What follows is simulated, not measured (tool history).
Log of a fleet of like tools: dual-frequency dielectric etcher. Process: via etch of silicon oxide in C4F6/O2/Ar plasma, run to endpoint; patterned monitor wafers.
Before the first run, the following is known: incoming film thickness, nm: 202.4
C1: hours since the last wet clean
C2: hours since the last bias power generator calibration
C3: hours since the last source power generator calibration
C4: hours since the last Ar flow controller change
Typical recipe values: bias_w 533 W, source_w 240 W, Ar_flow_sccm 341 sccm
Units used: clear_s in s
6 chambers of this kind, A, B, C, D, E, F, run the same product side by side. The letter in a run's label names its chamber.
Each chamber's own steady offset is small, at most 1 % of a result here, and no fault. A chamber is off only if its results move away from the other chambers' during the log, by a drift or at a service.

Run 1B, hour 5.7: usual settings; C1 441.3; C2 978.3; C3 1411.7; C4 1976.0. Result: clear_s 52.926 s.
Run 2E, hour 11.2: usual settings; C1 378.0; C2 151.8; C3 119.0; C4 63.9. Result: clear_s 53.313 s.
Run 3D, hour 16.3: usual settings; C1 240.4; C2 1250.7; C3 213.0; C4 3777.3. Result: clear_s 53.438 s.
Run 4C, hour 22.0: usual settings; C1 288.1; C2 1878.2; C3 3586.3; C4 1673.3. Result: clear_s 53.063 s.
Run 5F, hour 25.8: usual settings; C1 28.9; C2 3365.1; C3 789.9; C4 1108.7. Result: clear_s 52.708 s.
Run 6A, hour 33.7: usual settings; C1 148.4; C2 3154.6; C3 941.7; C4 1537.1. Result: clear_s 54.184 s.
Run 7B, hour 40.6: usual settings but source_w 270 W; C1 476.2; C2 1013.2; C3 1446.6; C4 2010.9. Result: clear_s 51.715 s.
Run 8D, hour 47.8: usual settings but source_w 270 W; C1 271.9; C2 1282.2; C3 244.5; C4 3808.8. Result: clear_s 51.353 s.
Run 9F, hour 55.8: usual settings but source_w 270 W; C1 58.9; C2 3395.1; C3 819.9; C4 1138.7. Result: clear_s 50.722 s.
Run 10A, hour 59.3: usual settings but source_w 270 W; C1 174.0; C2 3180.2; C3 967.3; C4 1562.7. Result: clear_s 51.261 s.
Run 11E, hour 65.6: usual settings but source_w 270 W; C1 432.4; C2 206.2; C3 173.4; C4 118.3. Result: clear_s 51.257 s.
Run 12C, hour 69.9: usual settings but source_w 270 W; C1 336.0; C2 1926.1; C3 3634.2; C4 1721.2. Result: clear_s 50.844 s.
Run 13E, hour 78.0: usual settings; C1 444.8; C2 218.6; C3 185.8; C4 130.7. Result: clear_s 53.208 s.
Run 14C, hour 85.4: usual settings; C1 351.5; C2 1941.6; C3 3649.7; C4 1736.7. Result: clear_s 53.438 s.
Run 15F, hour 90.3: usual settings; C1 93.4; C2 3429.6; C3 854.4; C4 1173.2. Result: clear_s 52.981 s.
Run 16D, hour 94.7: usual settings; C1 318.8; C2 1329.1; C3 291.4; C4 3855.7. Result: clear_s 54.382 s.
Run 17B, hour 98.4: usual settings; C1 534.0; C2 1071.0; C3 1504.4; C4 2068.7. Result: clear_s 53.732 s.
Run 18A, hour 102.3: usual settings; C1 217.0; C2 3223.2; C3 1010.3; C4 1605.7. Result: clear_s 53.373 s.
Run 19E, hour 109.4: usual settings; C1 476.2; C2 250.0; C3 217.2; C4 162.1. Result: clear_s 53.439 s.
Run 20A, hour 114.5: usual settings; C1 229.2; C2 3235.4; C3 1022.5; C4 1617.9. Result: clear_s 53.791 s.
Run 21D, hour 122.1: usual settings but Ar_flow_sccm 276 sccm; C1 346.2; C2 1356.5; C3 318.8; C4 3883.1. Result: clear_s 52.285 s.
Run 22B, hour 127.9: usual settings but Ar_flow_sccm 276 sccm; C1 563.5; C2 1100.5; C3 1533.9; C4 2098.2. Result: clear_s 52.159 s.
Run 23C, hour 133.8: usual settings but Ar_flow_sccm 276 sccm; C1 399.9; C2 1990.0; C3 3698.1; C4 1785.1. Result: clear_s 51.949 s.
Run 24F, hour 139.5: usual settings but Ar_flow_sccm 276 sccm; C1 142.6; C2 3478.8; C3 903.6; C4 1222.4. Result: clear_s 51.840 s.
Run 25C, hour 146.9: usual settings but Ar_flow_sccm 276 sccm; C1 413.0; C2 2003.1; C3 3711.2; C4 1798.2. Result: clear_s 51.608 s.
Run 26E, hour 152.8: usual settings but Ar_flow_sccm 276 sccm; C1 519.6; C2 293.4; C3 260.6; C4 205.5. Result: clear_s 52.224 s.
Run 27B, hour 158.2: usual settings; C1 593.8; C2 1130.8; C3 1564.2; C4 2128.5. Result: clear_s 54.332 s.
Run 28A, hour 162.6: usual settings; C1 277.3; C2 3283.5; C3 1070.6; C4 1666.0. Result: clear_s 53.151 s.
Run 29F, hour 169.8: usual settings; C1 172.9; C2 3509.1; C3 933.9; C4 1252.7. Result: clear_s 53.114 s.
Run 30D, hour 174.9: usual settings but source_w 270 W, Ar_flow_sccm 285 sccm; C1 399.0; C2 1409.3; C3 371.6; C4 3935.9. Result: clear_s 50.611 s.
At hour 176.5: chamber E: wet clean of the chamber.
Run 31E, hour 182.7: usual settings but source_w 270 W, Ar_flow_sccm 285 sccm; C1 6.2; C2 323.3; C3 290.5; C4 235.4. Result: clear_s 49.972 s.
Run 32C, hour 188.4: usual settings but source_w 270 W, Ar_flow_sccm 285 sccm; C1 454.5; C2 2044.6; C3 3752.7; C4 1839.7. Result: clear_s 49.308 s.
Run 33B, hour 193.4: usual settings but source_w 270 W, Ar_flow_sccm 285 sccm; C1 629.0; C2 1166.0; C3 1599.4; C4 2163.7. Result: clear_s 50.068 s.
Run 34F, hour 197.6: usual settings but source_w 270 W, Ar_flow_sccm 285 sccm; C1 200.7; C2 3536.9; C3 961.7; C4 1280.5. Result: clear_s 49.330 s.
Run 35A, hour 202.6: usual settings but source_w 270 W, Ar_flow_sccm 285 sccm; C1 317.3; C2 3323.5; C3 1110.6; C4 1706.0. Result: clear_s 50.258 s.
Run 36D, hour 208.2: usual settings; C1 432.3; C2 1442.6; C3 404.9; C4 3969.2. Result: clear_s 54.068 s.
Run 37D, hour 213.0: usual settings; C1 437.1; C2 1447.4; C3 409.7; C4 3974.0. Result: clear_s 53.250 s.
Run 38B, hour 219.8: usual settings; C1 655.4; C2 1192.4; C3 1625.8; C4 2190.1. Result: clear_s 53.347 s.
Run 39C, hour 225.2: usual settings; C1 491.3; C2 2081.4; C3 3789.5; C4 1876.5. Result: clear_s 53.072 s.
Run 40F, hour 232.4: usual settings; C1 235.5; C2 3571.7; C3 996.5; C4 1315.3. Result: clear_s 53.019 s.

What goes on in this fleet: one chamber off, a drifting gauge, or nothing beyond the chambers' own small offsets? Name the chamber and the cause, if any.

All chambers stay in line apart from their small fixed offsets, and the gauge does not drift.
